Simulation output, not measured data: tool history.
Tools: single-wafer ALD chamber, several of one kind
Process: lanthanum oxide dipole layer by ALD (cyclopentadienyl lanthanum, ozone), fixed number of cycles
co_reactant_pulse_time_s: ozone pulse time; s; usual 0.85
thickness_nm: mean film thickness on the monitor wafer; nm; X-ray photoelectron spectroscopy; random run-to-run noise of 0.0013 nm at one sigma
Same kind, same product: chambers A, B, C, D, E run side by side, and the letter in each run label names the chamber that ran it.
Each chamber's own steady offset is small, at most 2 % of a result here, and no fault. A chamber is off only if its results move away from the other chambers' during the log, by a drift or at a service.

| run | day | co_reactant_pulse_time_s | hours since the last thermocouple change | hours since the last ozone generator service | read-back reference wafer on the same gauge, thickness_nm | thickness_nm |
|---|---|---|---|---|---|---|
| 1E | 0.138 | 0.85 | 1975.2 | 102.3 | 0.44396 | 0.47564 |
| 2A | 0.262 | 0.85 | 173.6 | 1288.2 | 0.44380 | 0.47228 |
| 3D | 0.362 | 0.85 | 1710.6 | 781.2 | 0.44400 | 0.47059 |
| 4B | 0.488 | 0.85 | 968.5 | 1024.0 | 0.44388 | 0.46978 |
|  | 0.571 | chamber B: ozone generator serviced |
| 5C | 0.654 | 0.85 | 796.6 | 231.7 | 0.44418 | 0.48117 |
| 6D | 0.821 | 0.85 | 1721.6 | 792.2 | 0.44417 | 0.46964 |
| 7E | 1.008 | 0.85 | 1996.1 | 123.2 | 0.44395 | 0.47816 |
| 8C | 1.162 | 0.85 | 808.8 | 243.9 | 0.44417 | 0.47853 |
| 9B | 1.292 | 0.85 | 987.8 | 17.3 | 0.44398 | 0.47476 |
| 10A | 1.412 | 0.85 | 201.2 | 1315.8 | 0.44421 | 0.47344 |
| 11C | 1.608 | 0.85 | 819.5 | 254.6 | 0.44392 | 0.47904 |
|  | 1.729 | chamber A: ozone generator serviced |
| 12D | 1.771 | 1.16 | 1744.4 | 815.0 | 0.44390 | 0.51760 |
| 13E | 1.950 | 1.16 | 2018.7 | 145.8 | 0.44371 | 0.52712 |
| 14B | 2.079 | 1.16 | 1006.7 | 36.2 | 0.44371 | 0.52223 |
| 15A | 2.250 | 1.16 | 221.3 | 12.6 | 0.44389 | 0.52178 |
| 16D | 2.379 | 1.16 | 1759.0 | 829.6 | 0.44420 | 0.52096 |
| 17C | 2.517 | 0.85 | 841.3 | 276.4 | 0.44413 | 0.47872 |
| 18A | 2.662 | 0.85 | 231.2 | 22.5 | 0.44422 | 0.47604 |
| 19B | 2.846 | 0.85 | 1025.1 | 54.6 | 0.44397 | 0.47208 |
| 20E | 3.004 | 0.70 | 2044.0 | 171.1 | 0.44391 | 0.43985 |
| 21B | 3.192 | 0.70 | 1033.4 | 62.9 | 0.44383 | 0.43830 |
| 22C | 3.329 | 0.70 | 860.8 | 295.9 | 0.44390 | 0.44076 |
| 23D | 3.462 | 0.70 | 1785.0 | 855.6 | 0.44419 | 0.43222 |
| 24E | 3.608 | 0.70 | 2058.5 | 185.6 | 0.44385 | 0.43877 |
| 25A | 3.704 | 0.85 | 256.2 | 47.5 | 0.44429 | 0.47486 |
| 26E | 3.904 | 0.85 | 2065.6 | 192.7 | 0.44391 | 0.47705 |
| 27A | 4.025 | 1.17 | 263.9 | 55.2 | 0.44396 | 0.52365 |
| 28C | 4.167 | 1.17 | 880.9 | 316.0 | 0.44432 | 0.53189 |
| 29B | 4.275 | 1.17 | 1059.4 | 88.9 | 0.44381 | 0.52224 |
| 30D | 4.362 | 1.17 | 1806.6 | 877.2 | 0.44386 | 0.52188 |
| 31B | 4.508 | 1.17 | 1065.0 | 94.5 | 0.44414 | 0.52063 |
| 32E | 4.700 | 0.85 | 2084.7 | 211.8 | 0.44387 | 0.47771 |
| 33A | 4.854 | 0.85 | 283.8 | 75.1 | 0.44400 | 0.47620 |
| 34C | 4.988 | 0.85 | 900.6 | 335.7 | 0.44383 | 0.48067 |
| 35D | 5.162 | 0.85 | 1825.8 | 896.4 | 0.44392 | 0.47276 |

Read the log: is a single chamber off, either drifting away or since a service, is the gauge that measures every chamber drifting, or is nothing wrong beyond small per-chamber offsets? Name any odd chamber and what most likely caused it.

Neither any chamber nor the gauge drifts; the chambers differ only by their own small, steady offsets.
